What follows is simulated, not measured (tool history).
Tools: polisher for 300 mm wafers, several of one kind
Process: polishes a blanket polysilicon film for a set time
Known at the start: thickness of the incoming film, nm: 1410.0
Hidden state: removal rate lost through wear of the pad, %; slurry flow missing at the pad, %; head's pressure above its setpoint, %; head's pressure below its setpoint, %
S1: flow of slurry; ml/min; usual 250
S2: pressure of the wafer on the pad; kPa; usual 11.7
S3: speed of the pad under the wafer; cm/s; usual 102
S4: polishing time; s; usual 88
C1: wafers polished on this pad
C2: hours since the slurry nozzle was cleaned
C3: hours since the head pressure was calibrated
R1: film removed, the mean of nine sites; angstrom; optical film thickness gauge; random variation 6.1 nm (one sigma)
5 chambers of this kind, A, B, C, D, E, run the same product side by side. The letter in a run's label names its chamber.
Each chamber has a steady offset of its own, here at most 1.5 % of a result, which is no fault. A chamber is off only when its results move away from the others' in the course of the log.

run,day,S1,S2,S3,S4,C1,C2,C3,R1
1C,0.512,250,11.7,102,88,576,149.6,610.3,4951
# day 0.758: chamber A: worn pad replaced by a new one
2A,1.088,250,11.7,102,88,43,247.4,441.8,4951.3
# day 1.396: chamber C: worn pad replaced by a new one
3D,1.412,250,11.7,102,88,794,445.4,291.7,5098.8
4B,1.95,250,11.7,102,88,584,252.8,609.5,4896.2
5E,2.358,250,11.7,102,88,518,316.2,1195.5,4885.6
6C,2.646,250,11.7,102,64,165,200.8,661.5,3634.9
7A,2.925,250,11.7,102,64,287,291.5,485.9,3669.8
# day 2.992: chamber D: worn pad replaced by a new one
8B,3.429,250,11.7,102,64,780,288.3,645,3511
# day 3.55: chamber B: worn pad replaced by a new one
9E,3.862,250,11.7,102,64,717,352.3,1231.6,3550.7
10D,4.246,250,11.7,102,64,166,513.4,359.7,3613.1
# day 4.329: chamber E: head pressure recalibrated
11A,4.629,250,11.7,102,88,512,332.4,526.8,4886.3
# day 4.946: chamber D: slurry nozzle cleaned
12C,5.096,250,11.7,102,88,489,259.6,720.3,4945.8
13B,5.408,250,11.7,102,88,246,335.8,692.5,4926.7
14E,5.921,250,11.7,102,88,989,401.7,38.3,4886.5
# day 5.933: chamber C: worn pad replaced by a new one
15D,6.438,250,11.7,102,88,456,35.9,412.3,5016.5
16D,6.833,250,9.7,132,88,508,45.4,421.8,5442.4
17A,7.217,250,9.7,132,88,855,394.5,588.9,5227
18B,7.488,250,9.7,132,88,521,385.7,742.4,5240.3
19E,7.908,250,9.7,132,88,1252,449.4,86,5265.1
20C,8.196,250,9.7,132,88,299,334,794.7,5249.6
21C,8.517,250,11.7,76,116,342,341.7,802.4,4835.5
# day 8.708: chamber B: slurry nozzle cleaned
22A,8.962,250,11.7,76,116,1086,436.4,630.8,4732.4
# day 9.225: chamber D: worn pad replaced by a new one
23E,9.3,250,11.7,76,116,1437,482.8,119.4,4799.4
# day 9.538: chamber E: worn pad replaced by a new one
24B,9.742,250,11.7,76,116,819,24.8,796.5,4864.1
25D,10.338,250,11.7,76,116,147,129.5,505.9,4992.1
# day 10.375: chamber A: worn pad replaced by a new one
26C,10.704,250,11.7,102,88,631,394.2,854.9,4901.6
27E,11.062,250,11.7,126,60,202,525.1,161.7,4180.6
# day 11.108: chamber B: worn pad replaced by a new one
# day 11.383: chamber C: worn pad replaced by a new one
28A,11.412,250,11.7,126,60,137,495.2,689.6,4114.6
29D,11.792,250,11.7,126,60,339,164.4,540.8,4202.8
30B,12.346,250,11.7,126,60,163,87.3,859,4125
31D,12.879,250,11.7,126,60,483,190.5,566.9,4223.9
32B,13.154,250,11.7,102,88,270,106.7,878.4,4917.1
33E,13.417,250,11.7,102,88,513,581.6,218.2,4891.9
34A,13.721,250,11.7,102,88,443,550.6,745,4812.8
35C,14.3,250,11.7,102,88,386,480.5,941.2,5035.2
36D,14.679,250,11.7,102,88,721,233.7,610.1,5111.2
37E,14.954,250,11.7,102,88,717,618.5,255.1,4854.4
38B,15.342,250,11.7,102,88,560,159.2,930.9,4875.5

Next, every chamber runs the same settings. What will each give?
39A,15.771,250,11.7,102,88,,,,?
39B,15.771,250,11.7,102,88,,,,?
39C,15.771,250,11.7,102,88,,,,?
39D,15.771,250,11.7,102,88,,,,?
39E,15.771,250,11.7,102,88,,,,?

run,R1
39A,4660
39B,4923.4
39C,4866.2
39D,4996.3
39E,4903.5

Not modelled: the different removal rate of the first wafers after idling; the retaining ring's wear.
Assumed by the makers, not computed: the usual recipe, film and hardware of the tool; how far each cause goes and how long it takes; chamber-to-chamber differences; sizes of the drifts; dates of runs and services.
